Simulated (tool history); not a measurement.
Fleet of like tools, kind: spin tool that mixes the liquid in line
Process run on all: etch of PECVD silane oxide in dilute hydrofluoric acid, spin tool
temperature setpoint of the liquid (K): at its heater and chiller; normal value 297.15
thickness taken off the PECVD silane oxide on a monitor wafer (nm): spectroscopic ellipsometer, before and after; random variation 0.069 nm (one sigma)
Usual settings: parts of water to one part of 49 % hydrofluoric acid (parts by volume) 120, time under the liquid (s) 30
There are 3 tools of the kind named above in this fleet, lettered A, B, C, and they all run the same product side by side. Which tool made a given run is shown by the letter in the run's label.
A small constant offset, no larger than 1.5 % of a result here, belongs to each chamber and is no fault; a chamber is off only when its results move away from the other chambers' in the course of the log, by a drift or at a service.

| run | day | temperature setpoint of the liquid (K) | parts of water to one part of 49 % hydrofluoric acid (parts by volume) | time under the liquid (s) | hours since the thermometer was replaced | hours since the hydrofluoric acid flow meter was replaced | read-back film thickness of the PECVD silane oxide reference wafer, read on the same gauge (nm) | thickness taken off the PECVD silane oxide on a monitor wafer (nm) |
|---|---|---|---|---|---|---|---|---|
| 1C | 0.125 | 297.15 | 120 | 30 | 641.9 | 479.5 | 120.01 | 7.1041 |
| 2A | 0.250 | 297.15 | 120 | 30 | 679.9 | 551.8 | 119.99 | 6.9595 |
| 3B | 0.433 | 297.15 | 120 | 30 | 114.5 | 406.1 | 120.00 | 7.0303 |
|  | 0.517 | chamber A: thermometer replaced |
| 4C | 0.621 | 297.15 | 120 | 30 | 653.8 | 491.4 | 119.98 | 7.0696 |
| 5A | 0.742 | 297.15 | 120 | 30 | 5.5 | 563.6 | 119.99 | 6.8058 |
| 6B | 0.912 | 297.15 | 120 | 30 | 126.0 | 417.6 | 119.99 | 7.0477 |
| 7C | 1.029 | 297.15 | 120 | 30 | 663.6 | 501.2 | 120.01 | 7.0125 |
| 8A | 1.117 | 297.15 | 65 | 15 | 14.5 | 572.6 | 120.01 | 6.8040 |
| 9B | 1.238 | 297.15 | 65 | 15 | 133.8 | 425.4 | 119.99 | 6.9842 |
| 10C | 1.396 | 297.15 | 65 | 15 | 672.4 | 510.0 | 120.01 | 6.8323 |
| 11A | 1.496 | 297.15 | 120 | 30 | 23.6 | 581.7 | 120.00 | 7.0089 |
| 12B | 1.658 | 297.15 | 120 | 30 | 143.9 | 435.5 | 119.99 | 7.1108 |
| 13A | 1.792 | 292.65 | 175 | 30 | 30.7 | 588.8 | 119.98 | 3.7567 |
| 14C | 1.888 | 292.65 | 175 | 30 | 684.2 | 521.8 | 120.02 | 3.6682 |
| 15B | 2.025 | 292.65 | 175 | 30 | 152.7 | 444.3 | 120.01 | 3.8441 |
| 16A | 2.167 | 297.15 | 120 | 30 | 39.7 | 597.8 | 120.00 | 7.0021 |
| 17C | 2.304 | 298.65 | 120 | 20 | 694.2 | 531.8 | 120.01 | 4.6421 |
| 18B | 2.442 | 298.65 | 120 | 20 | 162.7 | 454.3 | 120.00 | 5.0510 |
| 19C | 2.608 | 298.65 | 120 | 20 | 701.5 | 539.1 | 119.99 | 4.6688 |
| 20B | 2.796 | 297.15 | 120 | 30 | 171.2 | 462.8 | 120.01 | 7.0930 |
| 21A | 2.875 | 297.15 | 120 | 30 | 56.7 | 614.8 | 119.99 | 7.0379 |
| 22C | 3.029 | 297.15 | 120 | 30 | 711.6 | 549.2 | 119.99 | 6.3611 |
| 23A | 3.171 | 297.15 | 120 | 40 | 63.8 | 621.9 | 120.02 | 9.3500 |

Read the log: is a single chamber off, either drifting away or since a service, is the gauge that measures every chamber drifting, or is nothing wrong beyond small per-chamber offsets? Name any odd chamber and what most likely caused it.

Little by little, chamber C moves away from the other chambers.
Most likely cause: liquid colder than its thermometer reads (K) = 2.5.
The log may not separate it from: hydrofluoric acid flow below the setpoint (%).

Here are 4 candidates for chamber C's next run, each the usual settings with a change, their results left as question marks. Which one brings its results back in line with what the others give on the usual settings?
A result is in line if it is within this distance of the other chambers' mean on the usual settings: thickness taken off the PECVD silane oxide on a monitor wafer (nm) 0.2400
| 24C-1 | 3.304 | 297.15 | 105 | 30 |  |  |  | ? |
| 24C-2 | 3.304 | 297.15 | 110 | 30 |  |  |  | ? |
| 24C-3 | 3.304 | 297.15 | 130 | 30 |  |  |  | ? |
| 24C-4 | 3.304 | 293.15 | 120 | 30 |  |  |  | ? |

On the usual settings, the other chambers give on average: thickness taken off the PECVD silane oxide on a monitor wafer (nm) 7.0093
| run | thickness taken off the PECVD silane oxide on a monitor wafer (nm) |
|---|---|
| 24C-1 | 7.3592 |
| 24C-2 | 6.9879 |
| 24C-3 | 5.7903 |
| 24C-4 | 5.3946 |
With 24C-2, the chamber falls back in line with the rest.
